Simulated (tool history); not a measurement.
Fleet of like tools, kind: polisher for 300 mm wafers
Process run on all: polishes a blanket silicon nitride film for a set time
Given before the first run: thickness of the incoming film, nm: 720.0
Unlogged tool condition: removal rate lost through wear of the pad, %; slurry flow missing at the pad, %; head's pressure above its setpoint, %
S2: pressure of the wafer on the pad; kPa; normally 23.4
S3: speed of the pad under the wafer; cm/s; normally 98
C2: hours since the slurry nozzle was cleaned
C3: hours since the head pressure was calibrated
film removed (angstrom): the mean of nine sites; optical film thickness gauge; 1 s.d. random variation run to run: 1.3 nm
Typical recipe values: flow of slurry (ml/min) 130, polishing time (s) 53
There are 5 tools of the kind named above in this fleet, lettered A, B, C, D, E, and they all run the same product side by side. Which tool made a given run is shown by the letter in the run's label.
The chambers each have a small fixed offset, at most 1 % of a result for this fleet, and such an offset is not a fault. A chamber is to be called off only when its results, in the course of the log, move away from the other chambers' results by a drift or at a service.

At hour 3.3: chamber D: head pressure recalibrated.
At hour 3.6: chamber C: worn pad replaced by a new one.
Run 1A, hour 4.4: usual settings; wafers polished on this pad 874; C2 72.2; C3 423. Result: film removed (angstrom) 964.82.
Run 2C, hour 10.8: usual settings; wafers polished on this pad 88; C2 232.4; C3 635.2. Result: film removed (angstrom) 963.27.
Run 3D, hour 17.6: usual settings; wafers polished on this pad 570; C2 199.2; C3 14.3. Result: film removed (angstrom) 960.69.
At hour 20.3: chamber A: worn pad replaced by a new one.
Run 4E, hour 23.8: usual settings; wafers polished on this pad 490; C2 244.9; C3 374.8. Result: film removed (angstrom) 961.18.
At hour 27.4: chamber D: worn pad replaced by a new one.
Run 5B, hour 27.6: usual settings; wafers polished on this pad 751; C2 95; C3 745.8. Result: film removed (angstrom) 991.21.
At hour 28.6: chamber B: worn pad replaced by a new one.
Run 6E, hour 31.1: usual settings; wafers polished on this pad 579; C2 252.2; C3 382.1. Result: film removed (angstrom) 971.2.
Run 7B, hour 37.5: usual settings but polishing time (s) 64; wafers polished on this pad 108; C2 104.9; C3 755.7. Result: film removed (angstrom) 1158.8.
Run 8C, hour 41.5: usual settings but polishing time (s) 64; wafers polished on this pad 462; C2 263.1; C3 665.9. Result: film removed (angstrom) 1150.9.
Run 9D, hour 48.9: usual settings but polishing time (s) 64; wafers polished on this pad 262; C2 230.5; C3 45.6. Result: film removed (angstrom) 1150.6.
Run 10A, hour 55: usual settings but polishing time (s) 64; wafers polished on this pad 423; C2 122.8; C3 473.6. Result: film removed (angstrom) 1164.7.
Run 11B, hour 59: usual settings but polishing time (s) 64; wafers polished on this pad 370; C2 126.4; C3 777.2. Result: film removed (angstrom) 1185.6.
At hour 61: chamber D: slurry nozzle cleaned.
Run 12E, hour 65.9: usual settings; wafers polished on this pad 1003; C2 287; C3 416.9. Result: film removed (angstrom) 969.35.
Run 13C, hour 70.6: usual settings but polishing time (s) 69; wafers polished on this pad 817; C2 292.2; C3 695. Result: film removed (angstrom) 1261.4.
Run 14A, hour 73.8: usual settings but polishing time (s) 69; wafers polished on this pad 652; C2 141.6; C3 492.4. Result: film removed (angstrom) 1261.3.
At hour 74.5: chamber E: worn pad replaced by a new one.
Run 15D, hour 79.3: usual settings but polishing time (s) 69; wafers polished on this pad 633; C2 18.4; C3 76. Result: film removed (angstrom) 1239.1.
At hour 81.7: chamber E: slurry nozzle cleaned.
At hour 83.5: chamber C: worn pad replaced by a new one.
At hour 83.6: chamber D: worn pad replaced by a new one.
Run 16E, hour 86.2: usual settings but polishing time (s) 69; wafers polished on this pad 143; C2 4.6; C3 437.2. Result: film removed (angstrom) 1258.5.
Run 17B, hour 90.7: usual settings but polishing time (s) 69; wafers polished on this pad 757; C2 158.1; C3 808.9. Result: film removed (angstrom) 1262.
Run 18C, hour 97.2: usual settings; wafers polished on this pad 167; C2 318.8; C3 721.6. Result: film removed (angstrom) 977.22.
At hour 99.7: chamber B: worn pad replaced by a new one.
Run 19D, hour 101.7: usual settings; wafers polished on this pad 221; C2 40.8; C3 98.4. Result: film removed (angstrom) 972.3.
Run 20A, hour 105.2: usual settings; wafers polished on this pad 1035; C2 173; C3 523.8. Result: film removed (angstrom) 935.31.
Run 21D, hour 109.4: usual settings; wafers polished on this pad 315; C2 48.5; C3 106.1. Result: film removed (angstrom) 962.03.
Run 22C, hour 114.3: usual settings; wafers polished on this pad 375; C2 335.9; C3 738.7. Result: film removed (angstrom) 946.91.
Run 23A, hour 119.5: usual settings; wafers polished on this pad 1209; C2 187.3; C3 538.1. Result: film removed (angstrom) 948.42.
At hour 124.9: chamber A: worn pad replaced by a new one.
Run 24E, hour 125.5: usual settings; wafers polished on this pad 621; C2 43.9; C3 476.5. Result: film removed (angstrom) 975.52.
Run 25B, hour 131.6: usual settings; wafers polished on this pad 388; C2 199; C3 849.8. Result: film removed (angstrom) 949.95.
Run 26A, hour 135.8: usual settings; wafers polished on this pad 133; C2 203.6; C3 554.4. Result: film removed (angstrom) 977.37.
Run 27E, hour 142.1: usual settings; wafers polished on this pad 824; C2 60.5; C3 493.1. Result: film removed (angstrom) 970.21.
At hour 142.7: chamber D: worn pad replaced by a new one.
Run 28C, hour 146.7: usual settings; wafers polished on this pad 770; C2 368.3; C3 771.1. Result: film removed (angstrom) 972.67.
Run 29B, hour 151.2: usual settings; wafers polished on this pad 627; C2 218.6; C3 869.4. Result: film removed (angstrom) 973.03.
Run 30D, hour 156.2: usual settings; wafers polished on this pad 165; C2 95.3; C3 152.9. Result: film removed (angstrom) 953.82.
Run 31B, hour 160.2: usual settings; wafers polished on this pad 737; C2 227.6; C3 878.4. Result: film removed (angstrom) 972.35.
Run 32D, hour 165.4: usual settings; wafers polished on this pad 277; C2 104.5; C3 162.1. Result: film removed (angstrom) 979.15.
Run 33C, hour 169.1: usual settings but flow of slurry (ml/min) 100; wafers polished on this pad 1043; C2 390.7; C3 793.5. Result: film removed (angstrom) 910.08.

Which is it: a chamber that has drifted or been left off by a service, a gauge drift common to all chambers, or only each chamber's usual small offset? If a chamber is off, name it and its likeliest cause.

Beyond each chamber's small constant offset nothing stands out, and the gauge stays steady.
